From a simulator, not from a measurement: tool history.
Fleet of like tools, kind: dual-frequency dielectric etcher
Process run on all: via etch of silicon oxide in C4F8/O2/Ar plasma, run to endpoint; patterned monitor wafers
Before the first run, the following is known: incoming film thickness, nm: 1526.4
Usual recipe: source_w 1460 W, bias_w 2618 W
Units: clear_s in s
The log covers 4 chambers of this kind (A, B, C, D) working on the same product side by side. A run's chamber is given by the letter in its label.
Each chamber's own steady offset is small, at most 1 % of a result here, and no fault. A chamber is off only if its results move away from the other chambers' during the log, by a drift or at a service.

run   hour  source_w  bias_w  hours since the last wet clean  hours since the last source power generator calibration  hours since the last bias power generator calibration  clear_s
 1A    5.3      1460    2618                           355.9                                                   2826.8                                                 1076.5   315.64
 2D   13.0      1460    2618                           418.1                                                   1666.3                                                  626.9   312.03
 3C   19.5      1460    2618                            80.9                                                   2336.8                                                 1426.3   315.35
 4B   27.9      1460    2618                           123.1                                                   1561.4                                                  383.9   316.02
      34.2  -- chamber D: wet clean of the chamber
 5A   36.1      1460    2618                           386.7                                                   2857.6                                                 1107.3   315.24
      36.4  -- chamber A: wet clean of the chamber
 6B   40.3      1460    2618                           135.5                                                   1573.8                                                  396.3   317.08
 7C   47.8      1460    2618                           109.2                                                   2365.1                                                 1454.6   311.16
 8D   53.6      1460    2618                            19.5                                                   1706.9                                                  667.5   312.88
 9B   59.6      1460    2618                           154.8                                                   1593.1                                                  415.6   313.51
10D   65.2      1460    2618                            31.1                                                   1718.5                                                  679.1   310.83
11A   69.2      1460    2618                            32.8                                                   2890.7                                                 1140.4   317.50
12C   73.4      1460    2618                           134.8                                                   2390.7                                                 1480.2   315.32
13D   78.0      1460    2618                            43.9                                                   1731.3                                                  691.9   308.58
14B   83.3      1460    2618                           178.5                                                   1616.8                                                  439.3   313.56
15A   90.9      1460    2618                            54.5                                                   2912.4                                                 1162.1   315.79
16C   98.3      1460    2618                           159.7                                                   2415.6                                                 1505.1   312.86
17D  103.0      1460    2618                            68.9                                                   1756.3                                                  716.9   312.41
18A  109.9      1460    2618                            73.5                                                   2931.4                                                 1181.1   316.20
19C  114.3      1350    2288                           175.7                                                   2431.6                                                 1521.1   337.80
20B  118.3      1350    2288                           213.5                                                   1651.8                                                  474.3   339.83
21D  123.0      1350    2288                            88.9                                                   1776.3                                                  736.9   335.61
22B  128.8      1350    2288                           224.0                                                   1662.3                                                  484.8   339.55
23C  133.3      1460    3167                           194.7                                                   2450.6                                                 1540.1   297.63
24A  141.6      1460    3167                           105.2                                                   2963.1                                                 1212.8   299.01
25B  149.1      1460    3167                           244.3                                                   1682.6                                                  505.1   295.88
26D  154.6      1460    3167                           120.5                                                   1807.9                                                  768.5   289.77
27C  159.0      1190    2618                           220.4                                                   2476.3                                                 1565.8   339.40
28A  165.5      1190    2618                           129.1                                                   2987.0                                                 1236.7   344.55
29A  170.9      1190    2618                           134.5                                                   2992.4                                                 1242.1   339.65
30C  174.9      1190    2618                           236.3                                                   2492.2                                                 1581.7   336.84
31B  181.7      1760    2196                           276.9                                                   1715.2                                                  537.7   309.19
32D  188.0      1760    2196                           153.9                                                   1841.3                                                  801.9   303.64
33A  192.6      1760    2196                           156.2                                                   3014.1                                                 1263.8   309.95
34C  196.4      1760    2196                           257.8                                                   2513.7                                                 1603.2   309.56
35D  204.6      1460    2618                           170.5                                                   1857.9                                                  818.5   312.17
36B  209.1      1460    2618                           304.3                                                   1742.6                                                  565.1   313.63
37C  214.3      1460    2618                           275.7                                                   2531.6                                                 1621.1   311.22
38B  221.5      1460    2618                           316.7                                                   1755.0                                                  577.5   312.52
39A  227.8      1460    2618                           191.4                                                   3049.3                                                 1299.0   317.46
40D  233.8      1300    2618                           199.7                                                   1887.1                                                  847.7   324.93
41A  241.8      1300    2618                           205.4                                                   3063.3                                                 1313.0   329.77
42D  246.9      1300    2618                           212.8                                                   1900.2                                                  860.8   328.85
43C  252.9      1300    2618                           314.3                                                   2570.2                                                 1659.7   328.03
44B  260.0      1460    2618                           355.2                                                   1793.5                                                  616.0   314.31

For the next run the whole fleet of 4 chambers uses the same settings. Give each chamber's results:
45A  266.1      1320    2618                                                                                                                                                        ?
45B  266.1      1320    2618                                                                                                                                                        ?
45C  266.1      1320    2618                                                                                                                                                        ?
45D  266.1      1320    2618                                                                                                                                                        ?

run  clear_s
45A   327.66
45B   327.88
45C   324.89
45D   322.21
